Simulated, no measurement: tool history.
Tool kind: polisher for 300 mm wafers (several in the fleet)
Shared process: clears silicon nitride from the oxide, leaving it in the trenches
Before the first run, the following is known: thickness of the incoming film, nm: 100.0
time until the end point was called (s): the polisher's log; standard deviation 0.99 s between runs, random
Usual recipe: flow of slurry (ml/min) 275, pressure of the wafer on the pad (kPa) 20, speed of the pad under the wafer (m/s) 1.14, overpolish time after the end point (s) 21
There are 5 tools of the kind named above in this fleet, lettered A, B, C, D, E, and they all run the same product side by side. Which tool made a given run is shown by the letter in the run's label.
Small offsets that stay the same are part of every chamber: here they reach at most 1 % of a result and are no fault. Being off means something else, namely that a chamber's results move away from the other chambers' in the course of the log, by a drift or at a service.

run   hour  flow of slurry (ml/min)  pressure of the wafer on the pad (kPa)  speed of the pad under the wafer (m/s)  overpolish time after the end point (s)  time until the end point was called (s)
 1C    4.6                      275                                      20                                    1.14                                       21                                   97.575
 2A   12.1                      275                                      20                                    1.14                                       21                                   97.133
 3D   16.8                      275                                      20                                    1.14                                       21                                   97.525
 4E   22.8                      275                                      20                                    1.14                                       21                                   96.474
      23.5  -- chamber A: worn pad replaced by a new one
 5B   27.9                      275                                      20                                    1.14                                       21                                   96.772
 6B   31.8                      275                                    26.9                                    1.14                                       21                                   71.349
      33.3  -- chamber C: worn pad replaced by a new one
      35.6  -- chamber E: worn pad replaced by a new one
 7A   38.8                      275                                    26.9                                    1.14                                       21                                   71.215
      41.1  -- chamber D: worn pad replaced by a new one
 8D   44.9                      275                                    26.9                                    1.14                                       21                                   73.102
 9C   52.3                      275                                    26.9                                    1.14                                       21                                   71.824
10E   58.5                      275                                    26.9                                    1.14                                       21                                   71.893
11B   65.4                      275                                      20                                    1.14                                       21                                   97.656
12A   71.4                      275                                    26.2                                    1.14                                       25                                   73.536
13C   77.5                      275                                    26.2                                    1.14                                       25                                   75.677
      78.8  -- chamber B: worn pad replaced by a new one
14E   86.3                      275                                    26.2                                    1.14                                       25                                   75.188
15D   93.4                      275                                    26.2                                    1.14                                       25                                   74.888
16B   98.2                      275                                    26.2                                    1.14                                       25                                   74.475
17D  104.1                      275                                      20                                    1.28                                       21                                   87.303
18E  107.9                      275                                      20                                    1.28                                       21                                   87.664
     110.1  -- chamber C: worn pad replaced by a new one
19C  115.5                      275                                      20                                    1.28                                       21                                   87.422
     116.9  -- chamber D: slurry nozzle cleaned
20A  124.2                      275                                      20                                    1.28                                       21                                   84.576
     127.9  -- chamber A: worn pad replaced by a new one
21C  129.2                      275                                      20                                    1.28                                       21                                    87.49
22D  133.1                      275                                      20                                    1.14                                       21                                   98.726
23B  139.6                      275                                      20                                    1.14                                       21                                    97.93
24A  145.1                      275                                      20                                    1.14                                       21                                   96.847
25E  149.4                      275                                      20                                    1.14                                       21                                   97.984
     152.5  -- chamber D: worn pad replaced by a new one
26E  157.6                      275                                      20                                    1.14                                       21                                   97.356
     165.2  -- chamber E: head pressure recalibrated
27A  166.1                      275                                      20                                    1.14                                       21                                   96.931
     169.5  -- chamber E: worn pad replaced by a new one
28C  171.5                      275                                      20                                    1.14                                       21                                    96.76
29D  176.7                      275                                      20                                    1.14                                       21                                   96.014
30B  183.7                      275                                      20                                    1.14                                       21                                   96.609
     187.8  -- chamber B: worn pad replaced by a new one
31A  189.2                      275                                      20                                    1.14                                       21                                   97.838
     190.7  -- chamber B: slurry nozzle cleaned
32E    198                      275                                      20                                    1.14                                       21                                   98.818
     201.6  -- chamber C: worn pad replaced by a new one
33D  201.8                      275                                      20                                    1.14                                       21                                   95.145
34C  208.1                      275                                      20                                    1.14                                       21                                   96.551
35B  213.1                      275                                      20                                    1.14                                       21                                   96.714

One chamber off, gauge drift, or nothing amiss beyond the chambers' own small offsets? If it is a chamber, which one, and what is the likeliest cause?

No chamber is off and the gauge is stable; the differences are just each chamber's small, constant offset.

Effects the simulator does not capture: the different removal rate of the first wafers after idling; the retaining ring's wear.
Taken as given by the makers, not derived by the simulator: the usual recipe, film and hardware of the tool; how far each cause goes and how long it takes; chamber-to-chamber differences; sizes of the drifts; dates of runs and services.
